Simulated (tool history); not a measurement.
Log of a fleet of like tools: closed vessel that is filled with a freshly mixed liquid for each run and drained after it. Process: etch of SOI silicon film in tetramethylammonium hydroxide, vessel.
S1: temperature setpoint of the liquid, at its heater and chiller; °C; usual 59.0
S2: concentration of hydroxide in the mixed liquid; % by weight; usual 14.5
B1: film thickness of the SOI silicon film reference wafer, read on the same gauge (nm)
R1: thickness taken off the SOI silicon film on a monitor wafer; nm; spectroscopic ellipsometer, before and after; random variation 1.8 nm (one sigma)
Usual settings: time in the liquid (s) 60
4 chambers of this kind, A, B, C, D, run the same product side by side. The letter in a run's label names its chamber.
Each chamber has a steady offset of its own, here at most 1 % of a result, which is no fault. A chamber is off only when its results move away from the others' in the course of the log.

{"run": "1A", "hour": 5.1, "S1": 59.0, "S2": 14.5, "time in the liquid (s)": 60, "B1": 60.007, "R1": 190.75}
{"run": "2D", "hour": 13.7, "S1": 59.0, "S2": 14.5, "time in the liquid (s)": 60, "B1": 60.034, "R1": 189.6}
{"run": "3B", "hour": 18.4, "S1": 59.0, "S2": 14.5, "time in the liquid (s)": 60, "B1": 59.994, "R1": 190.69}
{"run": "4C", "hour": 25.1, "S1": 59.0, "S2": 14.5, "time in the liquid (s)": 60, "B1": 59.989, "R1": 193.71}
{"run": "5D", "hour": 32.6, "S1": 59.0, "S2": 14.5, "time in the liquid (s)": 60, "B1": 60.01, "R1": 189.35}
{"hour": 36.6, "done": "chamber B: thermometer replaced"}
{"run": "6C", "hour": 37.4, "S1": 59.0, "S2": 14.5, "time in the liquid (s)": 60, "B1": 59.995, "R1": 188.6}
{"run": "7A", "hour": 43.1, "S1": 59.0, "S2": 14.5, "time in the liquid (s)": 60, "B1": 59.998, "R1": 191.37}
{"run": "8B", "hour": 47.8, "S1": 66.0, "S2": 12.5, "time in the liquid (s)": 60, "B1": 60.028, "R1": 318.0}
{"run": "9A", "hour": 53.7, "S1": 66.0, "S2": 12.5, "time in the liquid (s)": 60, "B1": 59.983, "R1": 321.12}
{"run": "10B", "hour": 59.0, "S1": 66.0, "S2": 12.5, "time in the liquid (s)": 60, "B1": 60.023, "R1": 317.84}
{"run": "11C", "hour": 67.3, "S1": 66.0, "S2": 12.5, "time in the liquid (s)": 60, "B1": 60.033, "R1": 317.2}
{"run": "12D", "hour": 76.1, "S1": 59.0, "S2": 14.5, "time in the liquid (s)": 60, "B1": 60.045, "R1": 189.25}
{"run": "13A", "hour": 84.2, "S1": 59.0, "S2": 14.5, "time in the liquid (s)": 70, "B1": 59.979, "R1": 216.42}
{"run": "14D", "hour": 89.5, "S1": 59.0, "S2": 14.5, "time in the liquid (s)": 70, "B1": 59.97, "R1": 222.03}
{"run": "15C", "hour": 95.8, "S1": 59.0, "S2": 14.5, "time in the liquid (s)": 70, "B1": 59.999, "R1": 222.71}
{"run": "16B", "hour": 100.6, "S1": 59.0, "S2": 14.5, "time in the liquid (s)": 70, "B1": 59.984, "R1": 222.37}
{"run": "17B", "hour": 105.9, "S1": 59.0, "S2": 14.5, "time in the liquid (s)": 60, "B1": 60.018, "R1": 191.35}
{"run": "18C", "hour": 114.1, "S1": 59.0, "S2": 14.5, "time in the liquid (s)": 60, "B1": 60.003, "R1": 184.26}
{"run": "19D", "hour": 121.4, "S1": 59.0, "S2": 14.5, "time in the liquid (s)": 60, "B1": 59.995, "R1": 188.47}
{"run": "20A", "hour": 127.9, "S1": 59.0, "S2": 14.5, "time in the liquid (s)": 60, "B1": 59.992, "R1": 191.42}
{"run": "21C", "hour": 134.2, "S1": 65.5, "S2": 14.5, "time in the liquid (s)": 60, "B1": 60.0, "R1": 278.66}
{"run": "22D", "hour": 140.1, "S1": 65.5, "S2": 14.5, "time in the liquid (s)": 60, "B1": 59.991, "R1": 280.89}
{"run": "23A", "hour": 148.3, "S1": 65.5, "S2": 14.5, "time in the liquid (s)": 60, "B1": 59.985, "R1": 285.22}
{"run": "24B", "hour": 155.9, "S1": 65.5, "S2": 14.5, "time in the liquid (s)": 60, "B1": 60.011, "R1": 285.58}
{"run": "25C", "hour": 163.5, "S1": 59.0, "S2": 14.5, "time in the liquid (s)": 60, "B1": 59.972, "R1": 183.43}
{"run": "26A", "hour": 170.7, "S1": 59.0, "S2": 13.0, "time in the liquid (s)": 60, "B1": 59.986, "R1": 199.39}
{"run": "27B", "hour": 177.6, "S1": 59.0, "S2": 13.0, "time in the liquid (s)": 60, "B1": 59.991, "R1": 201.37}
{"run": "28D", "hour": 185.4, "S1": 59.0, "S2": 13.0, "time in the liquid (s)": 60, "B1": 60.022, "R1": 201.34}
{"run": "29B", "hour": 190.4, "S1": 59.0, "S2": 13.0, "time in the liquid (s)": 60, "B1": 59.981, "R1": 202.71}
{"run": "30D", "hour": 198.8, "S1": 59.0, "S2": 14.5, "time in the liquid (s)": 60, "B1": 60.004, "R1": 189.0}
{"run": "31A", "hour": 205.9, "S1": 59.0, "S2": 14.5, "time in the liquid (s)": 60, "B1": 59.988, "R1": 187.41}
{"run": "32C", "hour": 213.0, "S1": 55.5, "S2": 12.5, "time in the liquid (s)": 60, "B1": 60.016, "R1": 150.88}
{"run": "33B", "hour": 221.5, "S1": 55.5, "S2": 12.5, "time in the liquid (s)": 60, "B1": 59.96, "R1": 164.47}
{"run": "34D", "hour": 227.8, "S1": 55.5, "S2": 12.5, "time in the liquid (s)": 60, "B1": 60.015, "R1": 162.94}
{"run": "35C", "hour": 234.3, "S1": 55.5, "S2": 12.5, "time in the liquid (s)": 60, "B1": 59.975, "R1": 148.8}
{"run": "36A", "hour": 239.9, "S1": 59.0, "S2": 14.5, "time in the liquid (s)": 60, "B1": 60.01, "R1": 190.96}
{"run": "37A", "hour": 244.3, "S1": 59.0, "S2": 14.5, "time in the liquid (s)": 60, "B1": 60.001, "R1": 189.77}
{"run": "38C", "hour": 248.7, "S1": 59.0, "S2": 14.5, "time in the liquid (s)": 60, "B1": 59.978, "R1": 171.3}
{"run": "39B", "hour": 252.8, "S1": 59.0, "S2": 14.5, "time in the liquid (s)": 60, "B1": 59.993, "R1": 191.67}
{"run": "40D", "hour": 261.6, "S1": 59.0, "S2": 14.5, "time in the liquid (s)": 60, "B1": 60.0, "R1": 192.24}
{"run": "41C", "hour": 266.6, "S1": 59.0, "S2": 14.5, "time in the liquid (s)": 60, "B1": 60.021, "R1": 172.88}
{"run": "42A", "hour": 272.7, "S1": 59.0, "S2": 14.5, "time in the liquid (s)": 60, "B1": 60.007, "R1": 189.96}
{"run": "43D", "hour": 281.2, "S1": 59.0, "S2": 14.5, "time in the liquid (s)": 60, "B1": 59.983, "R1": 187.21}

Is one chamber off against the others, does the gauge drift, or is nothing wrong? If a chamber is off, say which, and what the likeliest cause is.

Chamber C drifts away from the others.
Cause: liquid colder than its thermometer reads (K) = 1.94.

Here are 4 candidates for chamber C's next run, each the usual settings with a change, their results left as question marks. Which one brings its results back in line with what the others give on the usual settings?
In line means no further than this from the other chambers' mean on the usual settings: R1 6.30 nm
{"run": "44C-1", "hour": 287.6, "S1": 56.0, "S2": 15.0, "time in the liquid (s)": 60, "R1": "?"}
{"run": "44C-2", "hour": 287.6, "S1": 59.5, "S2": 14.5, "time in the liquid (s)": 65, "R1": "?"}
{"run": "44C-3", "hour": 287.6, "S1": 58.5, "S2": 14.5, "time in the liquid (s)": 55, "R1": "?"}
{"run": "44C-4", "hour": 287.6, "S1": 62.0, "S2": 14.0, "time in the liquid (s)": 60, "R1": "?"}

The other chambers' mean on the usual settings: R1 190.18 nm
run=44C-1 R1=135.39
run=44C-2 R1=187.66
run=44C-3 R1=148.87
run=44C-4 R1=206.99
44C-2 brings the chamber back in line.

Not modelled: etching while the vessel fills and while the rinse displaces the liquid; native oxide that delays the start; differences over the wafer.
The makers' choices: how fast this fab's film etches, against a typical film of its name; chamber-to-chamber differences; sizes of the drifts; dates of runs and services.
